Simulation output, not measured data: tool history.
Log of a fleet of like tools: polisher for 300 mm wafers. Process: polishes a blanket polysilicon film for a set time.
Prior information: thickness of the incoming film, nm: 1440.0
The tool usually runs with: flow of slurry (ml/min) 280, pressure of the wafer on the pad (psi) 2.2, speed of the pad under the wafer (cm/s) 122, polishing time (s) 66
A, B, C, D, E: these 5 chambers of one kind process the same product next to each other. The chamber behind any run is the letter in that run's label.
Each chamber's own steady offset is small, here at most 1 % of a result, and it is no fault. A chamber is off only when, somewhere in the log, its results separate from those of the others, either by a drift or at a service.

run,day,flow of slurry (ml/min),pressure of the wafer on the pad (psi),speed of the pad under the wafer (cm/s),polishing time (s),film removed (Å)
1C,0.267,280,2.2,122,66,5449.2
2B,0.533,280,2.2,122,66,5486.3
3E,0.812,280,2.2,122,66,5478.7
# day 0.954: chamber E: worn pad replaced by a new one
4D,0.958,280,2.2,122,66,5502.2
5A,1.188,280,2.9,142,66,8421.2
6C,1.446,280,2.9,142,66,8476.7
# day 1.629: chamber D: worn pad replaced by a new one
7B,1.692,280,2.9,142,66,8321.1
8E,1.967,280,2.9,142,66,8385.3
9D,2.138,280,2.9,142,66,8372.2
10A,2.4,280,2.2,122,66,5376.3
# day 2.458: chamber A: slurry nozzle cleaned
11B,2.558,280,2.2,122,66,5378.6
# day 2.65: chamber C: worn pad replaced by a new one
12D,2.733,235,2.2,122,66,5332.3
13E,2.892,235,2.2,122,66,5336
# day 2.954: chamber E: worn pad replaced by a new one
14A,3.083,235,2.2,122,66,5322.5
15C,3.312,235,2.2,122,66,5328.7
# day 3.392: chamber A: worn pad replaced by a new one
# day 3.529: chamber D: worn pad replaced by a new one
16A,3.608,235,2.2,122,66,5355.5
17B,3.821,280,2.2,122,66,5290.6
18E,4.075,280,2.2,122,66,5467.8
19C,4.3,280,2.2,122,66,5469.2
# day 4.45: chamber C: head pressure recalibrated
20D,4.612,280,2.2,122,66,5441.6
# day 4.767: chamber E: worn pad replaced by a new one
21A,4.942,280,2.2,122,66,5428.4
22E,5.171,280,2.2,122,66,5410
# day 5.333: chamber D: worn pad replaced by a new one
23D,5.462,280,2.2,122,66,5419.8
24C,5.733,280,2.2,122,66,5546.5
25B,5.912,280,2.2,122,66,5074.3
26B,6.142,280,2.2,122,66,5115.1
27A,6.404,280,2.2,122,66,5460.2
# day 6.446: chamber C: worn pad replaced by a new one
# day 6.679: chamber E: worn pad replaced by a new one
28D,6.738,280,2.2,122,66,5413.6
29C,6.929,280,2.2,122,66,5476.6
30E,7.192,280,2.2,122,66,5430.7
31E,7.404,280,2.2,122,66,5385.5
32C,7.571,185,2.2,122,66,5208.6

Is one chamber off against the others, does the gauge drift, or is nothing wrong? If a chamber is off, say which, and what the likeliest cause is.

Little by little, chamber B moves away from the other chambers.
Likeliest cause: removal rate lost through wear of the pad, % = 8.89.
It could be hard to tell apart here from: head's pressure below its setpoint, %.

Chamber B could run next with any of the 4 candidate recipes listed below; each alters the usual settings, and their results appear as question marks. Which one brings its results back in line with what the other chambers deliver on the usual settings?
In-line tolerance around the mean of the other chambers on the usual settings: film removed (Å) 120
33B-1,7.817,280,2.2,120,65,?
33B-2,7.817,280,2,122,66,?
33B-3,7.817,280,2.2,128,69,?
33B-4,7.817,280,2.2,124,67,?

What the other chambers average on the usual settings: film removed (Å) 5445
run,film removed (Å)
33B-1,4836.9
33B-2,4536.3
33B-3,5473.1
33B-4,5150.1
The answer is 33B-3, which returns the chamber to within the allowed miss of the others.
